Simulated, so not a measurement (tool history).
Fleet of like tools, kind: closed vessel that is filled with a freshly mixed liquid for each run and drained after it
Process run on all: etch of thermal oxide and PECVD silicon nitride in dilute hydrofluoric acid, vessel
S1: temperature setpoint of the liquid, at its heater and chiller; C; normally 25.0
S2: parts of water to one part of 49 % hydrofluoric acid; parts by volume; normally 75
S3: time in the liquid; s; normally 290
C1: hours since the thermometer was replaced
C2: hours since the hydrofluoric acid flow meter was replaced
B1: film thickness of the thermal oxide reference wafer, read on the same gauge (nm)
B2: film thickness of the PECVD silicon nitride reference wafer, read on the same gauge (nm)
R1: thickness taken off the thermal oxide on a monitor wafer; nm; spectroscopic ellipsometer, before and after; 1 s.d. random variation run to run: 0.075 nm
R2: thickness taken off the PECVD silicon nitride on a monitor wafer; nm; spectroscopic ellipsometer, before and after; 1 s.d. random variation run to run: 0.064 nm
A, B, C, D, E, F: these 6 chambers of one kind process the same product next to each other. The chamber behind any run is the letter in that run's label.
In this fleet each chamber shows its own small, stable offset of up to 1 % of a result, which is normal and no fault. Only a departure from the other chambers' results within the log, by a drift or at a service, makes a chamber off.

run,hour,S1,S2,S3,C1,C2,B1,B2,R1,R2
1C,5.7,25.0,75,290,542.7,205.9,49.999,110.01,19.643,7.1342
2B,15.1,25.0,75,290,538.7,186.2,49.996,110.02,19.663,6.9997
3E,24.2,25.0,75,290,471.9,221.1,50.007,110.01,19.796,7.0934
4D,33.3,25.0,75,290,1387.6,1016.3,50.009,109.99,19.614,7.0152
5A,40.2,25.0,75,290,1922.2,1409.2,50.003,110.01,19.810,7.0542
6F,50.1,25.0,75,290,1426.7,231.0,49.976,109.99,19.874,7.0498
7F,57.4,27.0,60,290,1434.0,238.3,50.013,109.99,27.483,9.9771
8A,66.5,27.0,60,290,1948.5,1435.5,50.001,109.99,27.352,9.9412
9E,77.3,27.0,60,290,525.0,274.2,50.025,109.99,27.373,9.8638
10D,89.0,27.0,60,290,1443.3,1072.0,50.023,109.97,26.883,10.0390
11B,96.9,27.0,60,290,620.5,268.0,49.990,110.00,27.106,10.0590
# hour 99.1: chamber A: thermometer replaced
12C,103.0,27.0,60,290,640.0,303.2,49.980,109.98,26.980,9.9779
13E,113.3,25.0,75,290,561.0,310.2,49.996,110.02,19.768,6.9881
# hour 115.6: chamber A: hydrofluoric acid flow meter replaced
14A,124.2,25.0,75,290,25.2,8.7,49.995,110.01,19.715,7.0860
15B,134.1,20.5,95,290,657.7,305.2,50.008,109.99,12.689,4.0514
16D,141.4,20.5,95,290,1495.7,1124.4,50.012,110.00,12.547,4.2094
17C,149.0,20.5,95,290,686.0,349.2,50.020,110.00,12.601,4.1305
18F,158.6,20.5,95,290,1535.2,339.5,50.003,110.01,12.713,4.1372
19E,165.3,20.5,95,290,613.0,362.2,50.001,110.00,12.801,4.0916
20F,174.5,20.5,95,290,1551.1,355.4,50.038,110.03,12.742,4.0883
21C,184.9,25.0,75,290,721.9,385.1,49.995,110.00,19.684,6.9945
22D,190.5,25.0,75,290,1544.8,1173.5,49.996,109.99,19.600,7.1156
23B,201.8,25.0,75,290,725.4,372.9,49.980,110.01,19.656,7.0889
24A,207.5,25.0,75,290,108.5,92.0,49.988,110.00,19.684,7.0939
25B,218.2,25.0,75,290,741.8,389.3,49.995,109.98,19.670,7.0892
26F,223.9,25.0,75,290,1600.5,404.8,49.990,110.02,19.785,6.9537
27D,232.5,25.0,75,290,1586.8,1215.5,50.008,109.99,19.542,7.1106
28A,240.7,25.0,75,290,141.7,125.2,49.975,110.02,19.698,6.9933
29C,248.4,25.0,75,290,785.4,448.6,49.995,110.01,19.563,7.0831
30E,254.8,29.0,75,435,702.5,451.7,50.014,110.01,34.449,13.5890
# hour 256.6: chamber E: hydrofluoric acid flow meter replaced
31C,266.7,29.0,75,435,803.7,466.9,50.016,110.00,34.677,13.7430
32A,273.7,29.0,75,435,174.7,158.2,50.014,110.01,34.618,13.6530
33F,279.6,29.0,75,435,1656.2,460.5,50.023,110.00,34.718,13.7140
34D,291.6,29.0,75,435,1645.9,1274.6,50.017,110.00,34.471,13.7970
35E,299.4,29.0,75,435,747.1,42.9,50.000,109.96,34.903,13.7440
36B,306.3,25.0,75,290,829.9,477.4,50.007,109.99,19.677,7.0784
37A,312.0,25.0,75,290,213.0,196.5,49.991,109.98,19.818,6.9509
# hour 315.7: chamber F: hydrofluoric acid flow meter replaced
38D,318.9,25.0,75,290,1673.2,1301.9,50.004,110.01,19.566,6.9506
39F,325.2,28.5,100,290,1701.8,9.6,49.982,109.99,16.470,6.6059

Which is it: a chamber that has drifted or been left off by a service, a gauge drift common to all chambers, or only each chamber's usual small offset? If a chamber is off, name it and its likeliest cause.

Nothing is wrong: each chamber keeps only its own small, steady offset and the gauge holds still.
